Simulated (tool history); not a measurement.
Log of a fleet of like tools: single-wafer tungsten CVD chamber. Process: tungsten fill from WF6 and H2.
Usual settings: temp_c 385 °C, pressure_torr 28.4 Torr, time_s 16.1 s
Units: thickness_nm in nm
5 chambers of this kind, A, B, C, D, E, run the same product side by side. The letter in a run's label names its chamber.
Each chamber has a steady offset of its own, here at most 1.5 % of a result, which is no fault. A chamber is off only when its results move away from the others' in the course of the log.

run,day,temp_c,pressure_torr,time_s,hours since the last thermocouple change,hours since the last manometer calibration,"read-back reference wafer on the same gauge, thickness_nm",thickness_nm
1D,0.45,385,28.4,16.1,2231.9,903.7,29.738,34.314
2A,0.846,385,28.4,16.1,697.6,69.8,29.703,33.834
3B,1.175,385,28.4,16.1,737.4,855.8,29.713,34.14
4E,1.617,385,28.4,16.1,842.2,305.1,29.726,33.093
5C,1.996,385,28.4,16.1,338.7,658.4,29.703,33.633
6D,2.383,385,28.4,16.1,2278.3,950.1,29.687,34.365
7B,2.65,385,25.3,18,772.8,891.2,29.715,36.078
8E,2.992,385,25.3,18,875.2,338.1,29.694,35.43
9C,3.383,385,25.3,18,372,691.7,29.733,34.887
10A,3.629,385,25.3,18,764.4,136.6,29.684,36.87
11E,3.846,385,25.3,18,895.7,358.6,29.669,35.94
12A,4.075,385,28.4,16.1,775.1,147.3,29.691,34.216
# day 4.383: chamber D: thermocouple changed; heater temperature recalibrated
13C,4.45,385,28.4,16.1,397.6,717.3,29.673,33.09
14D,4.904,385,28.4,16.1,12.6,1010.6,29.698,34.525
15B,5.162,385,28.4,16.1,833.1,951.5,29.714,34.064
16C,5.542,385,31.7,13.3,423.8,743.5,29.719,28.634
17B,5.954,385,31.7,13.3,852.1,970.5,29.685,29.532
18A,6.2,385,31.7,13.3,826.1,198.3,29.749,30
19E,6.462,385,31.7,13.3,958.5,421.4,29.696,29.194
20D,6.85,385,31.7,13.3,59.3,1057.3,29.706,29.935
21A,7.246,385,28.4,16.1,851.2,223.4,29.672,34.434
22E,7.733,385,28.4,16.1,989,451.9,29.671,33.769
23B,8.092,379,28.4,18.7,903.4,1021.8,29.705,35.144
24D,8.346,379,28.4,18.7,95.2,1093.2,29.668,35.401
25C,8.617,379,28.4,18.7,497.6,817.3,29.702,33.262
26C,9.004,379,28.4,18.7,506.9,826.6,29.66,33.374
27E,9.429,379,28.4,18.7,1029.7,492.6,29.689,34.353
28D,9.742,385,28.4,16.1,128.7,1126.7,29.716,34.294
29A,10.05,385,28.4,16.1,918.5,290.7,29.709,34.295
30B,10.275,385,28.4,16.1,955.8,1074.2,29.678,34.113

What goes on in this fleet: one chamber off, a drifting gauge, or nothing beyond the chambers' own small offsets? Name the chamber and the cause, if any.

Chamber C drifts away from the others.
Cause: wafer temperature below the value expected at the setpoint (K) = 2.82.

Here are 4 candidates for chamber C's next run, each the usual settings with a change, their results left as question marks. Which one brings its results back in line with what the others give on the usual settings?
In line means no further than this from the other chambers' mean on the usual settings: thickness_nm 0.66 nm
31C-1,10.633,383,28,15.8,,,,?
31C-2,10.633,385,26.8,16.1,,,,?
31C-3,10.633,386,28.6,16.2,,,,?
31C-4,10.633,387,28.8,16.4,,,,?

The other chambers' mean on the usual settings: thickness_nm 34.156 nm
run,thickness_nm
31C-1,29.878
31C-2,31.027
31C-3,32.893
31C-4,34.093
31C-4 brings the chamber back in line.

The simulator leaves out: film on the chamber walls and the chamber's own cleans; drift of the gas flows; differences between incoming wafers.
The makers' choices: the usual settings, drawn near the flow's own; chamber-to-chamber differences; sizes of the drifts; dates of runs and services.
